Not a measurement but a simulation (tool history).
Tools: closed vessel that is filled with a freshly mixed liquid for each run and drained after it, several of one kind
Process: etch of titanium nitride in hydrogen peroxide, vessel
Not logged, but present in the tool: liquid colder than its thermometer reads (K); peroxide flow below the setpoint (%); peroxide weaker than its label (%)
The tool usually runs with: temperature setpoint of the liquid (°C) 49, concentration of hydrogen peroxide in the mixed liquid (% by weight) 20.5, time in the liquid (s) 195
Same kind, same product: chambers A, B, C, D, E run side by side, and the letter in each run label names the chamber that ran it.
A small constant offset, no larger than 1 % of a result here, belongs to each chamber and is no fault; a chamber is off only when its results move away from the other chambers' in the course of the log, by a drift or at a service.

run,hour,temperature setpoint of the liquid (°C),concentration of hydrogen peroxide in the mixed liquid (% by weight),time in the liquid (s),hours since the thermometer was replaced,hours since the peroxide flow meter was replaced,hours since the drum of peroxide was connected,"read-back film thickness of the titanium nitride reference wafer, read on the same gauge (nm)",thickness taken off the titanium nitride on a monitor wafer (nm)
1E,8.6,49,20.5,195,1997.8,1216.8,733.6,59.997,4.5902
2D,17,49,20.5,195,882.3,936,525.6,60.003,4.6057
# hour 24.2: chamber A: new drum of peroxide connected
3A,26,49,20.5,195,211.8,91.5,1.8,59.983,4.5566
4B,33.3,49,20.5,195,2262.2,1376.9,369,60.006,4.5481
5C,41.1,49,20.5,195,2713.7,564.6,808.8,60.001,4.566
6C,50.3,49,20.5,195,2722.9,573.8,818,60.017,4.4889
7E,58.2,49,16.5,255,2047.4,1266.4,783.2,60.009,5.6773
8B,63.8,49,16.5,255,2292.7,1407.4,399.5,59.998,5.7426
# hour 70.9: chamber B: thermometer replaced
9D,73.7,49,16.5,255,939,992.7,582.3,59.986,5.5676
10A,80.1,49,16.5,255,265.9,145.6,55.9,60.012,5.6665
11D,85.6,49,16.5,255,950.9,1004.6,594.2,60.015,5.5439
12E,91.3,49,20.5,195,2080.5,1299.5,816.3,59.991,4.5558
13A,101,45,20.5,195,286.8,166.5,76.8,60,3.4281
14B,109.6,45,20.5,195,38.8,1453.2,445.3,59.994,3.3934
15C,115.5,45,20.5,195,2788.1,639,883.2,59.986,3.3613
16B,125.9,45,20.5,195,55.1,1469.5,461.6,60.003,3.4089
17A,131.3,45,20.5,195,317.1,196.8,107.1,59.978,3.3944
18E,136.3,44.5,20.5,120,2125.5,1344.5,861.3,60.002,1.9901
# hour 146.6: chamber C: thermometer replaced
19D,147.5,44.5,20.5,120,1012.8,1066.5,656.1,59.997,1.9094
20C,156,44.5,20.5,120,9.4,679.5,923.7,60.031,2.0097
# hour 160.8: chamber C: new drum of peroxide connected
21E,162.5,44.5,20.5,120,2151.7,1370.7,887.5,60.018,2.0032
22D,171.7,44.5,20.5,120,1037,1090.7,680.3,60.014,1.8736
23B,182.8,49,20.5,195,112,1526.4,518.5,60.018,4.5859
24C,193.2,49,20.5,195,46.6,716.7,32.5,60.004,4.538
25A,198.9,49,20.5,195,384.7,264.4,174.7,60.028,4.4818
26B,205.7,49,20.5,195,134.9,1549.3,541.4,59.999,4.5321
27A,211.2,49,20.5,195,397,276.7,187,60.016,4.5246
28D,216.5,49,20.5,195,1081.8,1135.5,725.1,60.008,4.1976
29C,224.2,49,20.5,195,77.6,747.7,63.5,60.007,4.493
30E,231.6,49,20.5,195,2220.8,1439.8,956.6,60.008,4.5219
# hour 233.1: chamber B: new drum of peroxide connected
31B,237.1,49,20.5,195,166.3,1580.7,4,59.997,4.5464
32D,242.9,49,20.5,195,1108.2,1161.9,751.5,59.964,4.1794
33A,253.5,49,20.5,195,439.3,319,229.3,60.011,4.5237
34C,259.1,49,26,195,112.5,782.6,98.4,60.004,4.7739
35E,270.7,49,26,195,2259.9,1478.9,995.7,60.025,4.7569
36B,280.6,49,26,195,209.8,1624.2,47.5,60,4.8203
37A,286.9,49,26,195,472.7,352.4,262.7,60.002,4.8163

For the next run the whole fleet of 5 chambers uses the same settings. Give each chamber's results:
38A,295.2,49,20.5,195,,,,,?
38B,295.2,49,20.5,195,,,,,?
38C,295.2,49,20.5,195,,,,,?
38D,295.2,49,20.5,195,,,,,?
38E,295.2,49,20.5,195,,,,,?

run,thickness taken off the titanium nitride on a monitor wafer (nm)
38A,4.5238
38B,4.5172
38C,4.4678
38D,4.0691
38E,4.5322
